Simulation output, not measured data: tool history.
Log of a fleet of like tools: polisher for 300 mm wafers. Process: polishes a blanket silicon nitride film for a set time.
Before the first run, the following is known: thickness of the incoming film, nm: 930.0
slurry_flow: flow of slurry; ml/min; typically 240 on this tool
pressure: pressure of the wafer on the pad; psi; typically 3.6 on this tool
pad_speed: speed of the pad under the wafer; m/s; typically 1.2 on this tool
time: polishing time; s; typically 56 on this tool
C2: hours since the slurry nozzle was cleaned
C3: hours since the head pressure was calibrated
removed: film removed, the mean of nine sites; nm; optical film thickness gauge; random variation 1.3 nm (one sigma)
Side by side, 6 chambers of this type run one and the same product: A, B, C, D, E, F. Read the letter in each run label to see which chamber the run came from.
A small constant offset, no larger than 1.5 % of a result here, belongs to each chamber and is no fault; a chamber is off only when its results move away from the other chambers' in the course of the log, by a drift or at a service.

Run 1D, hour 11.0: usual settings; wafers polished on this pad 449; C2 173.4; C3 606.2. Result: removed 126.830 nm.
Run 2F, hour 22.0: usual settings; wafers polished on this pad 812; C2 477.3; C3 179.6. Result: removed 125.480 nm.
At hour 29.1: chamber F: slurry nozzle cleaned.
At hour 32.1: chamber D: slurry nozzle cleaned.
Run 3C, hour 32.5: usual settings; wafers polished on this pad 445; C2 275.3; C3 340.8. Result: removed 124.890 nm.
At hour 37.9: chamber F: worn pad replaced by a new one.
Run 4B, hour 44.2: usual settings; wafers polished on this pad 457; C2 106.2; C3 1073.8. Result: removed 130.150 nm.
At hour 46.5: chamber E: worn pad replaced by a new one.
Run 5A, hour 55.9: usual settings; wafers polished on this pad 1263; C2 65.8; C3 281.2. Result: removed 127.760 nm.
At hour 64.9: chamber A: worn pad replaced by a new one.
Run 6E, hour 65.0: usual settings; wafers polished on this pad 183; C2 177.5; C3 599.1. Result: removed 127.380 nm.
At hour 74.3: chamber C: worn pad replaced by a new one.
Run 7D, hour 77.8: usual settings; wafers polished on this pad 1112; C2 45.8; C3 673.0. Result: removed 123.590 nm.
At hour 79.7: chamber B: worn pad replaced by a new one.
At hour 82.9: chamber D: worn pad replaced by a new one.
Run 8A, hour 84.5: usual settings; wafers polished on this pad 194; C2 94.4; C3 309.8. Result: removed 127.590 nm.
Run 9C, hour 91.1: usual settings; wafers polished on this pad 166; C2 333.9; C3 399.4. Result: removed 126.470 nm.
Run 10E, hour 101.1: usual settings; wafers polished on this pad 541; C2 213.6; C3 635.2. Result: removed 126.780 nm.
Run 11B, hour 107.9: usual settings but slurry_flow 315 ml/min; wafers polished on this pad 279; C2 169.9; C3 1137.5. Result: removed 131.900 nm.
At hour 117.0: chamber F: worn pad replaced by a new one.
At hour 118.4: chamber E: head pressure recalibrated.
Run 12F, hour 121.0: usual settings but slurry_flow 315 ml/min; wafers polished on this pad 39; C2 91.9; C3 278.6. Result: removed 129.300 nm.
Run 13A, hour 131.6: usual settings but slurry_flow 315 ml/min; wafers polished on this pad 661; C2 141.5; C3 356.9. Result: removed 131.310 nm.
At hour 136.0: chamber B: head pressure recalibrated.
Run 14B, hour 144.3: usual settings but slurry_flow 315 ml/min; wafers polished on this pad 641; C2 206.3; C3 8.4. Result: removed 130.050 nm.
At hour 147.4: chamber E: worn pad replaced by a new one.
Run 15F, hour 151.5: usual settings but slurry_flow 315 ml/min; wafers polished on this pad 342; C2 122.4; C3 309.1. Result: removed 131.340 nm.
At hour 156.4: chamber C: worn pad replaced by a new one.
Run 16D, hour 160.5: usual settings but slurry_flow 315 ml/min; wafers polished on this pad 769; C2 128.5; C3 755.7. Result: removed 130.080 nm.
Run 17C, hour 171.6: usual settings; wafers polished on this pad 150; C2 414.4; C3 479.9. Result: removed 126.600 nm.
At hour 174.4: chamber D: worn pad replaced by a new one.
At hour 175.6: chamber B: worn pad replaced by a new one.
Run 18E, hour 183.6: usual settings; wafers polished on this pad 359; C2 296.1; C3 65.3. Result: removed 126.710 nm.
Run 19C, hour 197.6: usual settings but time 43 s; wafers polished on this pad 408; C2 440.4; C3 505.9. Result: removed 96.656 nm.
At hour 200.5: chamber F: worn pad replaced by a new one.
Run 20E, hour 203.9: usual settings but time 43 s; wafers polished on this pad 561; C2 316.4; C3 85.6. Result: removed 98.879 nm.
Run 21A, hour 212.8: usual settings but time 43 s; wafers polished on this pad 1467; C2 222.7; C3 438.1. Result: removed 96.061 nm.
Run 22D, hour 224.0: usual settings but time 43 s; wafers polished on this pad 492; C2 192.0; C3 819.2. Result: removed 96.856 nm.
Run 23F, hour 232.2: usual settings but time 43 s; wafers polished on this pad 315; C2 203.1; C3 389.8. Result: removed 97.753 nm.
At hour 232.9: chamber A: worn pad replaced by a new one.
At hour 239.7: chamber C: worn pad replaced by a new one.
Run 24B, hour 241.5: usual settings but time 43 s; wafers polished on this pad 653; C2 303.5; C3 105.6. Result: removed 98.419 nm.
At hour 248.3: chamber D: slurry nozzle cleaned.
At hour 252.4: chamber B: worn pad replaced by a new one.
Run 25B, hour 255.3: usual settings; wafers polished on this pad 28; C2 317.3; C3 119.4. Result: removed 127.890 nm.
At hour 257.6: chamber E: worn pad replaced by a new one.
Run 26E, hour 265.1: usual settings; wafers polished on this pad 75; C2 377.6; C3 146.8. Result: removed 126.790 nm.
At hour 267.1: chamber C: slurry nozzle cleaned.
At hour 271.8: chamber D: worn pad replaced by a new one.
Run 27A, hour 277.5: usual settings; wafers polished on this pad 442; C2 287.4; C3 502.8. Result: removed 128.520 nm.
At hour 285.9: chamber A: head pressure recalibrated.
At hour 288.7: chamber F: worn pad replaced by a new one.
Run 28C, hour 288.9: usual settings; wafers polished on this pad 488; C2 21.8; C3 597.2. Result: removed 126.200 nm.
At hour 292.9: chamber A: slurry nozzle cleaned.
Run 29F, hour 298.2: usual settings; wafers polished on this pad 94; C2 269.1; C3 455.8. Result: removed 124.890 nm.
Run 30D, hour 310.4: usual settings; wafers polished on this pad 383; C2 62.1; C3 905.6. Result: removed 126.900 nm.
At hour 317.0: chamber C: worn pad replaced by a new one.
Run 31B, hour 320.8: usual settings; wafers polished on this pad 678; C2 382.8; C3 184.9. Result: removed 128.420 nm.
Run 32A, hour 327.3: usual settings but slurry_flow 315 ml/min, pad_speed 1.0 m/s; wafers polished on this pad 936; C2 34.5; C3 41.4. Result: removed 112.350 nm.
At hour 328.7: chamber B: worn pad replaced by a new one.
Run 33F, hour 335.9: usual settings but slurry_flow 315 ml/min, pad_speed 1.0 m/s; wafers polished on this pad 468; C2 306.8; C3 493.5. Result: removed 111.290 nm.
Run 34E, hour 349.5: usual settings but slurry_flow 315 ml/min, pad_speed 1.0 m/s; wafers polished on this pad 912; C2 462.0; C3 231.2. Result: removed 112.690 nm.
At hour 353.8: chamber E: worn pad replaced by a new one.
Run 35C, hour 357.5: usual settings but slurry_flow 315 ml/min, pad_speed 1.0 m/s; wafers polished on this pad 402; C2 90.4; C3 665.8. Result: removed 110.950 nm.
Run 36D, hour 364.7: usual settings but slurry_flow 315 ml/min, pad_speed 1.0 m/s; wafers polished on this pad 921; C2 116.4; C3 959.9. Result: removed 111.930 nm.
At hour 369.0: chamber F: worn pad replaced by a new one.
Run 37E, hour 378.6: usual settings but slurry_flow 315 ml/min, pad_speed 1.0 m/s; wafers polished on this pad 246; C2 491.1; C3 260.3. Result: removed 111.070 nm.
At hour 385.5: chamber D: worn pad replaced by a new one.
At hour 386.0: chamber A: worn pad replaced by a new one.
Run 38B, hour 386.5: usual settings; wafers polished on this pad 574; C2 448.5; C3 250.6. Result: removed 127.060 nm.
Run 39D, hour 394.1: usual settings; wafers polished on this pad 85; C2 145.8; C3 989.3. Result: removed 127.190 nm.
At hour 396.0: chamber C: worn pad replaced by a new one.
Run 40A, hour 402.1: usual settings; wafers polished on this pad 160; C2 109.3; C3 116.2. Result: removed 129.290 nm.
Run 41C, hour 413.5: usual settings; wafers polished on this pad 174; C2 146.4; C3 721.8. Result: removed 125.990 nm.
Run 42F, hour 426.6: usual settings; wafers polished on this pad 572; C2 397.5; C3 584.2. Result: removed 128.300 nm.
Run 43D, hour 436.8: usual settings; wafers polished on this pad 508; C2 188.5; C3 1032.0. Result: removed 125.610 nm.

Predict what each chamber gives when all 6 of them run the settings below next.
Run 44A, hour 447.1: usual settings. Result: removed ?.
Run 44B, hour 447.1: usual settings. Result: removed ?.
Run 44C, hour 447.1: usual settings. Result: removed ?.
Run 44D, hour 447.1: usual settings. Result: removed ?.
Run 44E, hour 447.1: usual settings. Result: removed ?.
Run 44F, hour 447.1: usual settings. Result: removed ?.

run  removed
44A  128.910
44B  127.310
44C  126.730
44D  123.920
44E  125.690
44F  126.090

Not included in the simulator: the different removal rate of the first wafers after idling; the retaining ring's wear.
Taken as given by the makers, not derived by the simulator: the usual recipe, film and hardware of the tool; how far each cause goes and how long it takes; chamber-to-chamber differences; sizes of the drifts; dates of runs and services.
